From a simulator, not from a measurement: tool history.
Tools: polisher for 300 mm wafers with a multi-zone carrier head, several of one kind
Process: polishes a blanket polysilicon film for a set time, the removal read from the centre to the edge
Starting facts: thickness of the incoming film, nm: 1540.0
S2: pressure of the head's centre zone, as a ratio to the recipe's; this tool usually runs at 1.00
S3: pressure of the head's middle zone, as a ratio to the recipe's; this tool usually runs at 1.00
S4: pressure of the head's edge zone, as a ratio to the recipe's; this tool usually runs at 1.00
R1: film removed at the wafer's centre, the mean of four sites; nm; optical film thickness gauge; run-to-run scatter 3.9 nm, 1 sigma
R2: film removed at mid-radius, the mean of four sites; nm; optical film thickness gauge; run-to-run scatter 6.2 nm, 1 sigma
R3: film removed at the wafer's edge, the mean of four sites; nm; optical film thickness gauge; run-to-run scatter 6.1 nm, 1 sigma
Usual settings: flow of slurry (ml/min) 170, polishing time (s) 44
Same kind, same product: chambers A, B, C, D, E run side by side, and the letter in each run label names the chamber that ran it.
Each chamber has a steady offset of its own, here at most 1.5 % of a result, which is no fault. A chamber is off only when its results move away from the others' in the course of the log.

-- hour=2.3 chamber C: worn pad replaced by a new one
run 1C hour=9.5 | flow_of_slurry_(ml/min)=170 S2=1.00 S3=1.00 S4=1.00 polishing_time_(s)=44 | R1=625.06 R2=634.90 R3=639.03
run 2D hour=18.3 | flow_of_slurry_(ml/min)=170 S2=1.00 S3=1.00 S4=1.00 polishing_time_(s)=44 | R1=624.56 R2=632.06 R3=641.05
run 3A hour=29.8 | flow_of_slurry_(ml/min)=170 S2=1.00 S3=1.00 S4=1.00 polishing_time_(s)=44 | R1=635.69 R2=625.30 R3=633.33
run 4E hour=41.6 | flow_of_slurry_(ml/min)=170 S2=1.00 S3=1.00 S4=1.00 polishing_time_(s)=44 | R1=628.35 R2=639.09 R3=638.61
-- hour=52.2 chamber B: worn pad replaced by a new one
-- hour=52.2 chamber D: worn pad replaced by a new one
run 5B hour=54.9 | flow_of_slurry_(ml/min)=170 S2=1.00 S3=1.00 S4=1.00 polishing_time_(s)=44 | R1=624.24 R2=631.70 R3=642.79
-- hour=62.8 chamber E: worn pad replaced by a new one
-- hour=63.8 chamber A: worn pad replaced by a new one
run 6C hour=65.1 | flow_of_slurry_(ml/min)=170 S2=0.93 S3=1.00 S4=0.90 polishing_time_(s)=44 | R1=582.62 R2=620.60 R3=599.76
-- hour=68.1 chamber D: centre zone pressure recalibrated
run 7D hour=78.4 | flow_of_slurry_(ml/min)=170 S2=0.93 S3=1.00 S4=0.90 polishing_time_(s)=44 | R1=580.43 R2=635.38 R3=600.22
-- hour=78.9 chamber C: slurry nozzle cleaned
run 8A hour=91.1 | flow_of_slurry_(ml/min)=170 S2=0.93 S3=1.00 S4=0.90 polishing_time_(s)=44 | R1=585.33 R2=632.73 R3=607.70
-- hour=92.8 chamber A: edge zone pressure recalibrated
-- hour=95.5 chamber C: worn pad replaced by a new one
run 9B hour=98.3 | flow_of_slurry_(ml/min)=170 S2=0.93 S3=1.00 S4=0.90 polishing_time_(s)=44 | R1=577.92 R2=643.73 R3=609.06
run 10E hour=107.5 | flow_of_slurry_(ml/min)=170 S2=0.93 S3=1.00 S4=0.90 polishing_time_(s)=44 | R1=576.08 R2=643.19 R3=595.59
run 11E hour=117.5 | flow_of_slurry_(ml/min)=170 S2=1.00 S3=1.00 S4=1.00 polishing_time_(s)=44 | R1=629.13 R2=631.29 R3=634.29
run 12B hour=124.9 | flow_of_slurry_(ml/min)=170 S2=0.95 S3=1.00 S4=0.96 polishing_time_(s)=44 | R1=599.98 R2=629.42 R3=609.91
run 13C hour=135.4 | flow_of_slurry_(ml/min)=170 S2=0.95 S3=1.00 S4=0.96 polishing_time_(s)=44 | R1=601.39 R2=628.60 R3=621.16
-- hour=141.2 chamber D: worn pad replaced by a new one
-- hour=142.8 chamber B: worn pad replaced by a new one
-- hour=143.1 chamber A: worn pad replaced by a new one
run 14D hour=145.1 | flow_of_slurry_(ml/min)=170 S2=0.95 S3=1.00 S4=0.96 polishing_time_(s)=44 | R1=595.23 R2=635.95 R3=619.85
-- hour=150.0 chamber E: worn pad replaced by a new one
run 15A hour=156.6 | flow_of_slurry_(ml/min)=170 S2=0.95 S3=1.00 S4=0.96 polishing_time_(s)=44 | R1=600.02 R2=634.17 R3=624.03
run 16C hour=168.1 | flow_of_slurry_(ml/min)=170 S2=0.95 S3=1.00 S4=0.96 polishing_time_(s)=44 | R1=595.23 R2=627.14 R3=622.32
-- hour=172.8 chamber C: worn pad replaced by a new one
run 17B hour=176.9 | flow_of_slurry_(ml/min)=170 S2=1.00 S3=1.00 S4=1.00 polishing_time_(s)=44 | R1=621.22 R2=638.56 R3=636.43
-- hour=182.5 chamber E: centre zone pressure recalibrated
run 18D hour=190.0 | flow_of_slurry_(ml/min)=170 S2=1.00 S3=1.00 S4=1.00 polishing_time_(s)=44 | R1=623.95 R2=621.76 R3=646.76
run 19A hour=201.6 | flow_of_slurry_(ml/min)=170 S2=1.00 S3=1.00 S4=1.00 polishing_time_(s)=44 | R1=634.94 R2=630.19 R3=623.45
run 20E hour=212.0 | flow_of_slurry_(ml/min)=170 S2=1.00 S3=1.00 S4=1.00 polishing_time_(s)=44 | R1=621.80 R2=635.52 R3=640.59
-- hour=220.5 chamber D: worn pad replaced by a new one
-- hour=222.4 chamber E: worn pad replaced by a new one
-- hour=223.0 chamber B: worn pad replaced by a new one
run 21D hour=224.3 | flow_of_slurry_(ml/min)=170 S2=1.00 S3=1.00 S4=1.00 polishing_time_(s)=44 | R1=631.37 R2=634.93 R3=635.64
-- hour=229.4 chamber D: slurry nozzle cleaned
-- hour=232.7 chamber E: slurry nozzle cleaned
-- hour=233.4 chamber A: worn pad replaced by a new one
run 22B hour=237.0 | flow_of_slurry_(ml/min)=170 S2=1.00 S3=1.00 S4=1.00 polishing_time_(s)=44 | R1=633.06 R2=624.00 R3=628.68
-- hour=239.1 chamber A: slurry nozzle cleaned
-- hour=246.3 chamber B: slurry nozzle cleaned
run 23C hour=250.2 | flow_of_slurry_(ml/min)=170 S2=1.00 S3=1.00 S4=1.00 polishing_time_(s)=44 | R1=632.12 R2=628.77 R3=627.95
-- hour=253.7 chamber C: worn pad replaced by a new one
run 24E hour=264.2 | flow_of_slurry_(ml/min)=170 S2=1.00 S3=1.00 S4=1.00 polishing_time_(s)=44 | R1=624.72 R2=632.45 R3=630.84
run 25A hour=278.0 | flow_of_slurry_(ml/min)=170 S2=1.08 S3=1.00 S4=1.00 polishing_time_(s)=49 | R1=771.84 R2=706.39 R3=702.16
-- hour=284.8 chamber A: centre zone pressure recalibrated
run 26A hour=291.9 | flow_of_slurry_(ml/min)=170 S2=1.08 S3=1.00 S4=1.00 polishing_time_(s)=49 | R1=781.31 R2=713.06 R3=717.37
-- hour=292.6 chamber B: centre zone pressure recalibrated
-- hour=295.2 chamber B: edge zone pressure recalibrated
-- hour=300.5 chamber E: worn pad replaced by a new one
run 27E hour=300.5 | flow_of_slurry_(ml/min)=170 S2=1.08 S3=1.00 S4=1.00 polishing_time_(s)=49 | R1=760.86 R2=708.82 R3=704.23
-- hour=302.8 chamber B: worn pad replaced by a new one
-- hour=307.3 chamber D: worn pad replaced by a new one
-- hour=308.3 chamber A: worn pad replaced by a new one
run 28C hour=310.0 | flow_of_slurry_(ml/min)=170 S2=1.08 S3=1.00 S4=1.00 polishing_time_(s)=49 | R1=764.47 R2=711.10 R3=704.69
run 29B hour=317.1 | flow_of_slurry_(ml/min)=170 S2=1.08 S3=1.00 S4=1.00 polishing_time_(s)=49 | R1=765.47 R2=702.43 R3=701.53
run 30D hour=328.7 | flow_of_slurry_(ml/min)=170 S2=1.00 S3=1.00 S4=1.00 polishing_time_(s)=44 | R1=633.04 R2=629.50 R3=636.51
run 31C hour=338.9 | flow_of_slurry_(ml/min)=170 S2=1.00 S3=1.00 S4=1.00 polishing_time_(s)=44 | R1=630.65 R2=627.51 R3=634.32
-- hour=346.6 chamber C: worn pad replaced by a new one
run 32D hour=349.9 | flow_of_slurry_(ml/min)=170 S2=1.06 S3=0.92 S4=1.00 polishing_time_(s)=44 | R1=662.37 R2=592.32 R3=631.19
-- hour=360.2 chamber C: slurry nozzle cleaned
run 33E hour=360.4 | flow_of_slurry_(ml/min)=170 S2=1.06 S3=0.92 S4=1.00 polishing_time_(s)=44 | R1=674.58 R2=600.98 R3=637.22
run 34A hour=370.1 | flow_of_slurry_(ml/min)=170 S2=1.06 S3=0.92 S4=1.00 polishing_time_(s)=44 | R1=675.03 R2=590.79 R3=639.63
run 35B hour=377.0 | flow_of_slurry_(ml/min)=170 S2=1.06 S3=0.92 S4=1.00 polishing_time_(s)=44 | R1=673.44 R2=595.72 R3=639.08
-- hour=390.8 chamber A: worn pad replaced by a new one
run 36A hour=391.1 | flow_of_slurry_(ml/min)=170 S2=1.06 S3=0.92 S4=1.00 polishing_time_(s)=44 | R1=673.29 R2=576.75 R3=644.21
run 37C hour=405.1 | flow_of_slurry_(ml/min)=170 S2=1.00 S3=1.00 S4=1.00 polishing_time_(s)=44 | R1=631.17 R2=642.03 R3=636.06

All 5 chambers run these settings next. Forecast each chamber's results:
run 38A hour=415.8 | flow_of_slurry_(ml/min)=170 S2=1.00 S3=1.00 S4=1.00 polishing_time_(s)=44 | R1=? R2=? R3=?
run 38B hour=415.8 | flow_of_slurry_(ml/min)=170 S2=1.00 S3=1.00 S4=1.00 polishing_time_(s)=44 | R1=? R2=? R3=?
run 38C hour=415.8 | flow_of_slurry_(ml/min)=170 S2=1.00 S3=1.00 S4=1.00 polishing_time_(s)=44 | R1=? R2=? R3=?
run 38D hour=415.8 | flow_of_slurry_(ml/min)=170 S2=1.00 S3=1.00 S4=1.00 polishing_time_(s)=44 | R1=? R2=? R3=?
run 38E hour=415.8 | flow_of_slurry_(ml/min)=170 S2=1.00 S3=1.00 S4=1.00 polishing_time_(s)=44 | R1=? R2=? R3=?

run=38A R1=638.00 R2=621.40 R3=632.76
run=38B R1=631.33 R2=633.40 R3=624.42
run=38C R1=630.80 R2=634.96 R3=627.42
run=38D R1=630.93 R2=623.61 R3=630.07
run=38E R1=628.81 R2=640.77 R3=633.69

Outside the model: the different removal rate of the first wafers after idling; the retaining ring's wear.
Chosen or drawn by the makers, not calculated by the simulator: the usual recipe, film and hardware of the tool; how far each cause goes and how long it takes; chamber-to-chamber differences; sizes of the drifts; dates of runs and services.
